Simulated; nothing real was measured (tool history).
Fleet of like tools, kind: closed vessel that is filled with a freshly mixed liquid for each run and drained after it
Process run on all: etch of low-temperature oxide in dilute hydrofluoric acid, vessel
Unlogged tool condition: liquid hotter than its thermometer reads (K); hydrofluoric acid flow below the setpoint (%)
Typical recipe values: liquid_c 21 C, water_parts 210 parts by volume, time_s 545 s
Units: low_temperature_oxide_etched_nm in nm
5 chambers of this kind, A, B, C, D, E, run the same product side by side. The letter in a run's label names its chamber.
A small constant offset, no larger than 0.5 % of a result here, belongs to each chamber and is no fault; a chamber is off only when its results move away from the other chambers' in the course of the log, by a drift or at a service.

| run | hour | liquid_c | water_parts | time_s | hours since the thermometer was replaced | hours since the hydrofluoric acid flow meter was replaced | read-back film thickness of the low-temperature oxide reference wafer, read on the same gauge (nm) | low_temperature_oxide_etched_nm |
|---|---|---|---|---|---|---|---|---|
| 1C | 7.5 | 21 | 210 | 545 | 275.5 | 717.3 | 90.042 | 33.819 |
| 2E | 13.5 | 21 | 210 | 545 | 601.3 | 25.2 | 90.02 | 34.378 |
| 3D | 21 | 21 | 210 | 545 | 523.8 | 786.7 | 89.998 | 33.948 |
| 4A | 28.1 | 21 | 210 | 545 | 2961.1 | 629.1 | 89.986 | 34.683 |
| 5B | 33 | 21 | 210 | 545 | 1135.9 | 768 | 90.023 | 33.915 |
| 6E | 38.1 | 21 | 210 | 545 | 625.9 | 49.8 | 89.973 | 34.359 |
| 7D | 46.3 | 21 | 210 | 545 | 549.1 | 812 | 89.996 | 33.855 |
| 8A | 50.6 | 21 | 210 | 545 | 2983.6 | 651.6 | 90 | 34.456 |
| 9C | 59.9 | 21 | 210 | 545 | 327.9 | 769.7 | 89.962 | 34.16 |
| 10B | 65.9 | 21 | 210 | 545 | 1168.8 | 800.9 | 90.004 | 34.051 |
| 11E | 73.3 | 21 | 210 | 545 | 661.1 | 85 | 89.971 | 34.174 |
| 12D | 82.1 | 21 | 210 | 545 | 584.9 | 847.8 | 90.045 | 33.846 |
| 13B | 86.7 | 21 | 210 | 545 | 1189.6 | 821.7 | 89.987 | 33.868 |
| 14C | 94.1 | 21 | 210 | 545 | 362.1 | 803.9 | 90.01 | 33.961 |
| 15A | 100.6 | 21 | 210 | 545 | 3033.6 | 701.6 | 90.018 | 34.069 |
| 16D | 106.2 | 21 | 210 | 545 | 609 | 871.9 | 90.025 | 34.001 |
| 17E | 111.9 | 21 | 210 | 545 | 699.7 | 123.6 | 89.988 | 34.311 |
| 18C | 117.3 | 21 | 210 | 545 | 385.3 | 827.1 | 90.008 | 33.171 |
|  | 122.7 | chamber E: thermometer replaced |
| 19A | 126.3 | 21 | 210 | 545 | 3059.3 | 727.3 | 90.022 | 34.575 |
| 20B | 131.5 | 21 | 210 | 260 | 1234.4 | 866.5 | 90 | 16.17 |
| 21D | 138.3 | 21 | 210 | 260 | 641.1 | 904 | 90.019 | 16.381 |
| 22C | 146.2 | 21 | 210 | 260 | 414.2 | 856 | 90.047 | 15.635 |
|  | 152.1 | chamber A: thermometer replaced |
| 23E | 153.6 | 21 | 210 | 260 | 30.9 | 165.3 | 90.026 | 16.267 |
| 24B | 162.9 | 21 | 210 | 260 | 1265.8 | 897.9 | 90.004 | 16.211 |
| 25A | 170.3 | 21 | 210 | 545 | 18.2 | 771.3 | 89.967 | 33.945 |
| 26A | 179.5 | 21 | 210 | 545 | 27.4 | 780.5 | 89.993 | 33.723 |
| 27B | 186.2 | 21 | 210 | 545 | 1289.1 | 921.2 | 90.026 | 33.63 |
| 28E | 194.6 | 17 | 210 | 545 | 71.9 | 206.3 | 90.05 | 29.51 |
| 29C | 199.6 | 17 | 210 | 545 | 467.6 | 909.4 | 90.006 | 27.898 |
| 30D | 203.9 | 17 | 210 | 545 | 706.7 | 969.6 | 90.044 | 28.806 |
| 31A | 212.1 | 17 | 210 | 545 | 60 | 813.1 | 89.958 | 29.343 |
| 32B | 218.9 | 17 | 210 | 545 | 1321.8 | 953.9 | 90.01 | 29.084 |
| 33C | 224.9 | 21 | 210 | 545 | 492.9 | 934.7 | 89.978 | 31.473 |

What goes on in this fleet: one chamber off, a drifting gauge, or nothing beyond the chambers' own small offsets? Name the chamber and the cause, if any.

Chamber C drifts away from the others.
Cause: hydrofluoric acid flow below the setpoint (%) = 5.59.
The log may not tell that from: liquid colder than its thermometer reads (K).

Here are 4 candidates for chamber C's next run, each the usual settings with a change, their results left as question marks. Which one brings its results back in line with what the others give on the usual settings?
Counts as in line when no further than this from what the other chambers average on the usual settings: low_temperature_oxide_etched_nm 0.88 nm
| 34C-1 | 231.7 | 21 | 210 | 535 |  |  |  | ? |
| 34C-2 | 231.7 | 21 | 210 | 555 |  |  |  | ? |
| 34C-3 | 231.7 | 21 | 210 | 580 |  |  |  | ? |
| 34C-4 | 231.7 | 21 | 215 | 525 |  |  |  | ? |

The other chambers' mean on the usual settings: low_temperature_oxide_etched_nm 34.035 nm
| run | low_temperature_oxide_etched_nm |
|---|---|
| 34C-1 | 31.196 |
| 34C-2 | 32.362 |
| 34C-3 | 33.82 |
| 34C-4 | 29.759 |
The right change is 34C-3: it brings the chamber back within the allowed miss of the others.
